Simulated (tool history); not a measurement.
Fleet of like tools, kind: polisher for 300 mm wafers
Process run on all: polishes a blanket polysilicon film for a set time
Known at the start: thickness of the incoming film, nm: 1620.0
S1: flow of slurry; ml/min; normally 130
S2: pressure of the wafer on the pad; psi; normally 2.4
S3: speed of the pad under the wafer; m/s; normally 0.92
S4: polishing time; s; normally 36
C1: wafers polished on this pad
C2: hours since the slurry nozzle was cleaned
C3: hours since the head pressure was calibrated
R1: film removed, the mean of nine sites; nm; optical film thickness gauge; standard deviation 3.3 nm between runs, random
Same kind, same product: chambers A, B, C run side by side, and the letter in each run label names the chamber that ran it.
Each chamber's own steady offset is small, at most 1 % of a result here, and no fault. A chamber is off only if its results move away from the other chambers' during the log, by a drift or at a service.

-- hour=2.3 chamber A: worn pad replaced by a new one
run 1A hour=9.4 | S1=130 S2=2.4 S3=0.92 S4=36 | C1=127 C2=186.3 C3=388.5 | R1=225.43
-- hour=18.9 chamber A: head pressure recalibrated
run 2B hour=22.1 | S1=130 S2=2.4 S3=0.92 S4=36 | C1=1217 C2=163.0 C3=24.0 | R1=227.14
-- hour=28.5 chamber C: worn pad replaced by a new one
run 3C hour=30.8 | S1=130 S2=2.4 S3=0.92 S4=36 | C1=42 C2=668.5 C3=473.1 | R1=218.31
run 4B hour=39.7 | S1=130 S2=2.4 S3=0.92 S4=36 | C1=1530 C2=180.6 C3=41.6 | R1=227.99
-- hour=41.8 chamber C: slurry nozzle cleaned
run 5A hour=49.1 | S1=130 S2=2.4 S3=0.92 S4=36 | C1=832 C2=226.0 C3=30.2 | R1=232.87
-- hour=51.7 chamber A: worn pad replaced by a new one
run 6C hour=57.5 | S1=130 S2=2.4 S3=0.92 S4=36 | C1=516 C2=15.7 C3=499.8 | R1=218.37
run 7C hour=71.0 | S1=130 S2=2.4 S3=0.92 S4=36 | C1=755 C2=29.2 C3=513.3 | R1=222.71
-- hour=72.9 chamber C: worn pad replaced by a new one
run 8B hour=84.3 | S1=130 S2=2.4 S3=0.92 S4=36 | C1=2321 C2=225.2 C3=86.2 | R1=225.83
-- hour=92.0 chamber A: worn pad replaced by a new one
run 9A hour=98.4 | S1=130 S2=2.4 S3=0.92 S4=36 | C1=114 C2=275.3 C3=79.5 | R1=223.34
run 10B hour=111.8 | S1=130 S2=2.4 S3=0.92 S4=36 | C1=2809 C2=252.7 C3=113.7 | R1=224.35
run 11C hour=119.9 | S1=130 S2=2.4 S3=0.92 S4=36 | C1=835 C2=78.1 C3=562.2 | R1=226.31
-- hour=120.1 chamber C: worn pad replaced by a new one
run 12A hour=128.2 | S1=130 S2=2.8 S3=0.70 S4=36 | C1=643 C2=305.1 C3=109.3 | R1=200.52
run 13B hour=137.2 | S1=130 S2=2.8 S3=0.70 S4=36 | C1=3260 C2=278.1 C3=139.1 | R1=192.09
-- hour=138.1 chamber A: worn pad replaced by a new one
run 14A hour=151.1 | S1=130 S2=2.8 S3=0.70 S4=36 | C1=232 C2=328.0 C3=132.2 | R1=200.64
run 15C hour=162.2 | S1=130 S2=1.9 S3=0.92 S4=36 | C1=748 C2=120.4 C3=604.5 | R1=177.24
run 16B hour=169.7 | S1=130 S2=1.9 S3=0.92 S4=36 | C1=3837 C2=310.6 C3=171.6 | R1=171.96
-- hour=172.6 chamber C: worn pad replaced by a new one
run 17C hour=176.9 | S1=130 S2=1.9 S3=0.92 S4=36 | C1=76 C2=135.1 C3=619.2 | R1=173.80
run 18A hour=189.2 | S1=130 S2=2.4 S3=0.92 S4=36 | C1=908 C2=366.1 C3=170.3 | R1=221.90
-- hour=190.2 chamber A: worn pad replaced by a new one
-- hour=192.8 chamber C: head pressure recalibrated
run 19C hour=198.0 | S1=130 S2=2.4 S3=0.92 S4=36 | C1=451 C2=156.2 C3=5.3 | R1=220.94
run 20B hour=206.4 | S1=130 S2=2.4 S3=0.92 S4=36 | C1=4489 C2=347.3 C3=208.3 | R1=208.45
run 21A hour=215.2 | S1=130 S2=2.4 S3=0.92 S4=36 | C1=444 C2=392.1 C3=196.3 | R1=223.93
-- hour=224.6 chamber C: worn pad replaced by a new one
run 22C hour=227.4 | S1=130 S2=2.4 S3=0.92 S4=28 | C1=49 C2=185.6 C3=34.7 | R1=175.79

For the next run the whole fleet of 3 chambers uses the same settings. Give each chamber's results:
run 23A hour=238.0 | S1=130 S2=2.4 S3=0.92 S4=36 | R1=?
run 23B hour=238.0 | S1=130 S2=2.4 S3=0.92 S4=36 | R1=?
run 23C hour=238.0 | S1=130 S2=2.4 S3=0.92 S4=36 | R1=?

run=23A R1=222.53
run=23B R1=209.68
run=23C R1=224.83
